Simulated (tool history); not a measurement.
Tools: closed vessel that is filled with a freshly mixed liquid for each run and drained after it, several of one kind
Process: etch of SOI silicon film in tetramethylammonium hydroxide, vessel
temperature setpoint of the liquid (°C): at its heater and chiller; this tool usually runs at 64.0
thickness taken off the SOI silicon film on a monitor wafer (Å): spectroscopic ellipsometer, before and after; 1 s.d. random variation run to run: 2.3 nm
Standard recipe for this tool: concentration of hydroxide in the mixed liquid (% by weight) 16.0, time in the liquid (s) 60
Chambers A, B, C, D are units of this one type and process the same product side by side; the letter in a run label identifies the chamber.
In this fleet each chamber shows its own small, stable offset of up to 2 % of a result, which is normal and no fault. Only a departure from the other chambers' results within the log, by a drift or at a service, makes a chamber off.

run,hour,temperature setpoint of the liquid (°C),concentration of hydroxide in the mixed liquid (% by weight),time in the liquid (s),hours since the thermometer was replaced,hours since the hydroxide flow meter was replaced,"read-back film thickness of the SOI silicon film reference wafer, read on the same gauge (nm)",thickness taken off the SOI silicon film on a monitor wafer (Å)
1C,4.6,64.0,16.0,60,1160.1,337.1,130.03,2535.8
2D,12.4,64.0,16.0,60,1622.6,280.7,130.00,2528.8
3A,18.1,64.0,16.0,60,1308.8,25.6,129.99,2441.8
4B,23.8,64.0,16.0,60,129.3,491.0,129.98,2476.0
5D,27.7,64.0,16.0,60,1637.9,296.0,130.02,2571.8
6C,33.7,64.0,20.5,85,1189.2,366.2,130.02,3249.0
7A,39.5,64.0,20.5,85,1330.2,47.0,130.03,3140.5
8B,44.3,64.0,20.5,85,149.8,511.5,130.01,3173.7
9B,50.8,64.0,20.5,85,156.3,518.0,129.98,3223.8
10D,57.5,64.0,16.0,60,1667.7,325.8,129.99,2520.0
11C,61.9,64.0,16.0,60,1217.4,394.4,130.00,2560.0
12A,69.3,64.0,16.0,60,1360.0,76.8,129.98,2498.4
13D,76.0,64.0,16.0,60,1686.2,344.3,130.00,2520.4
14C,83.0,64.0,16.0,60,1238.5,415.5,130.01,2555.3
15A,91.1,64.0,16.0,60,1381.8,98.6,130.00,2447.1
16B,98.3,64.0,16.0,60,203.8,565.5,130.00,2491.2
17D,102.7,64.0,16.0,60,1712.9,371.0,129.99,2583.1
18C,109.5,64.0,16.0,60,1265.0,442.0,130.01,2521.0
19A,117.0,64.0,16.0,60,1407.7,124.5,129.99,2480.3
20B,121.8,64.0,16.0,60,227.3,589.0,130.00,2496.0
21C,128.2,64.0,16.0,60,1283.7,460.7,129.98,2539.4
# hour 132.3: chamber B: hydroxide flow meter replaced
22B,133.2,64.0,16.0,60,238.7,0.9,130.02,2467.2
23A,139.1,64.0,18.0,60,1429.8,146.6,130.00,2363.1
24D,142.7,64.0,18.0,60,1752.9,411.0,129.99,2428.9
25D,150.3,64.0,18.0,60,1760.5,418.6,130.02,2438.2
26A,156.2,64.0,18.0,60,1446.9,163.7,130.00,2353.0
27B,163.9,64.0,16.0,60,269.4,31.6,130.00,2503.8
28C,168.2,64.0,16.0,60,1323.7,500.7,130.00,2523.8
29D,175.0,64.0,16.0,60,1785.2,443.3,129.99,2567.5
30A,181.8,64.0,16.0,60,1472.5,189.3,129.99,2472.3
31C,187.1,71.5,16.0,60,1342.6,519.6,129.99,3968.3
32B,194.0,71.5,16.0,60,299.5,61.7,130.01,3930.8
# hour 197.6: chamber C: hydroxide flow meter replaced
33B,198.4,71.5,16.0,60,303.9,66.1,130.01,3905.1
34C,205.5,71.5,16.0,60,1361.0,8.0,130.02,3999.7
35D,213.1,64.0,16.0,60,1823.3,481.4,129.99,2542.5
36A,220.8,64.0,16.0,60,1511.5,228.3,130.00,2464.1
37D,227.2,64.0,16.0,60,1837.4,495.5,130.01,2553.8
38B,233.3,64.0,16.0,60,338.8,101.0,130.03,2523.6

Read the log: is a single chamber off, either drifting away or since a service, is the gauge that measures every chamber drifting, or is nothing wrong beyond small per-chamber offsets? Name any odd chamber and what most likely caused it.

Nothing is wrong: each chamber keeps only its own small, steady offset and the gauge holds still.
